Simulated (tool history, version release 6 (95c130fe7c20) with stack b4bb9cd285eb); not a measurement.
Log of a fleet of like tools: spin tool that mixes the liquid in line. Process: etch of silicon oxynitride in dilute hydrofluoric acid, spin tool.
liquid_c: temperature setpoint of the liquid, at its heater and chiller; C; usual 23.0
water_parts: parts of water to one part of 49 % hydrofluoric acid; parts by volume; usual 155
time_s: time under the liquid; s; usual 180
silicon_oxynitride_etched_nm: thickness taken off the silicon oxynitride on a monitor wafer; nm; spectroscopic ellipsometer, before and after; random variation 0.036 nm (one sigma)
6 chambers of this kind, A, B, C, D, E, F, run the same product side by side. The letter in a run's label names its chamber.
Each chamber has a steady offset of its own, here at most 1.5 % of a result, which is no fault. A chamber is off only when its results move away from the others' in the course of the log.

run   hour  liquid_c  water_parts  time_s  hours since the thermometer was replaced  hours since the hydrofluoric acid flow meter was replaced  read-back film thickness of the silicon oxynitride reference wafer, read on the same gauge (nm)  silicon_oxynitride_etched_nm
 1B    2.5      23.0          155     180                                     529.5                                                     1072.5                                                                                           30.004                        3.5610
 2A    4.9      23.0          155     180                                     260.2                                                     1286.1                                                                                           29.983                        3.6445
 3E    8.6      23.0          155     180                                     474.7                                                      227.2                                                                                           29.998                        3.6099
 4F   12.3      23.0          155     180                                    2502.0                                                     2116.3                                                                                           29.981                        3.6402
 5D   15.9      23.0          155     180                                     442.7                                                     1102.3                                                                                           29.997                        3.6375
 6C   18.8      23.0          155     180                                     496.1                                                      688.9                                                                                           29.989                        3.6596
 7A   22.5      23.0          155     180                                     277.8                                                     1303.7                                                                                           30.007                        3.6492
 8C   26.7      23.0          155     180                                     504.0                                                      696.8                                                                                           29.977                        3.6089
 9D   31.5      23.0          155     180                                     458.3                                                     1117.9                                                                                           30.017                        3.5785
10F   34.7      23.0          155     180                                    2524.4                                                     2138.7                                                                                           29.994                        3.6312
11B   38.9      23.0          155     180                                     565.9                                                     1108.9                                                                                           30.005                        3.6030
12E   41.7      23.0          155     180                                     507.8                                                      260.3                                                                                           29.993                        3.6181
13F   46.6      23.0          155     180                                    2536.3                                                     2150.6                                                                                           30.004                        3.5923
14E   52.0      23.0          155     180                                     518.1                                                      270.6                                                                                           29.998                        3.5632
      55.9  -- chamber F: thermometer replaced
15A   57.0      23.0          155     180                                     312.3                                                     1338.2                                                                                           29.996                        3.7384
16D   61.3      23.0          155     180                                     488.1                                                     1147.7                                                                                           29.985                        3.6086
17B   65.2      23.0          155     180                                     592.2                                                     1135.2                                                                                           30.012                        3.6280
18C   69.8      23.0          155     180                                     547.1                                                      739.9                                                                                           29.989                        3.6321
19D   74.5      24.5          155     235                                     501.3                                                     1160.9                                                                                           30.016                        5.1635
20B   79.2      24.5          155     235                                     606.2                                                     1149.2                                                                                           29.990                        5.0635
21C   82.3      24.5          155     235                                     559.6                                                      752.4                                                                                           30.012                        5.0946
      82.9  -- chamber F: hydrofluoric acid flow meter replaced
22F   85.8      24.5          155     235                                      30.0                                                        2.9                                                                                           30.008                        5.0733
23A   90.2      24.5          155     235                                     345.5                                                     1371.4                                                                                           30.022                        5.1138
24E   94.0      24.5          155     235                                     560.1                                                      312.6                                                                                           30.007                        5.0002
25B   97.9      21.0          155     215                                     624.9                                                     1167.9                                                                                           29.970                        4.0184
     101.5  -- chamber B: hydrofluoric acid flow meter replaced
26A  103.2      21.0          155     215                                     358.5                                                     1384.4                                                                                           29.997                        3.9942
27F  106.4      21.0          155     215                                      50.6                                                       23.5                                                                                           30.014                        4.0039
28C  110.1      21.0          155     215                                     587.4                                                      780.2                                                                                           30.027                        3.8806
29E  114.1      21.0          155     215                                     580.2                                                      332.7                                                                                           30.001                        3.8882
30D  118.7      21.0          155     215                                     545.5                                                     1205.1                                                                                           30.003                        3.9015
     119.4  -- chamber C: thermometer replaced
31D  122.9      23.0          155     180                                     549.7                                                     1209.3                                                                                           30.012                        3.5870
32E  128.0      23.0          155     180                                     594.1                                                      346.6                                                                                           30.004                        3.4690
33A  133.4      23.0          155     180                                     388.7                                                     1414.6                                                                                           29.989                        3.7298
34F  136.5      23.0          155     180                                      80.7                                                       53.6                                                                                           29.986                        3.6716
35C  139.7      23.0          155      85                                      20.3                                                      809.8                                                                                           29.987                        1.7198
36B  143.2      23.0          155      85                                     670.2                                                       41.8                                                                                           30.024                        1.7003
37A  147.7      23.0          155      85                                     403.0                                                     1428.9                                                                                           29.995                        1.7392
38B  152.1      23.0          155      85                                     679.1                                                       50.7                                                                                           29.998                        1.7392
39C  157.1      23.0          155      85                                      37.7                                                      827.2                                                                                           29.987                        1.7079
40E  159.5      23.0          155      85                                     625.6                                                      378.1                                                                                           30.007                        1.6325
41D  164.4      23.0          155     180                                     591.2                                                     1250.8                                                                                           29.993                        3.6081

Next, every chamber runs the same settings. What will each give?
42A  168.3      23.0          155     180                                                                                                                                                                                                                                   ?
42B  168.3      23.0          155     180                                                                                                                                                                                                                                   ?
42C  168.3      23.0          155     180                                                                                                                                                                                                                                   ?
42D  168.3      23.0          155     180                                                                                                                                                                                                                                   ?
42E  168.3      23.0          155     180                                                                                                                                                                                                                                   ?
42F  168.3      23.0          155     180                                                                                                                                                                                                                                   ?

run  silicon_oxynitride_etched_nm
42A                        3.6691
42B                        3.6642
42C                        3.5802
42D                        3.6709
42E                        3.3220
42F                        3.6581
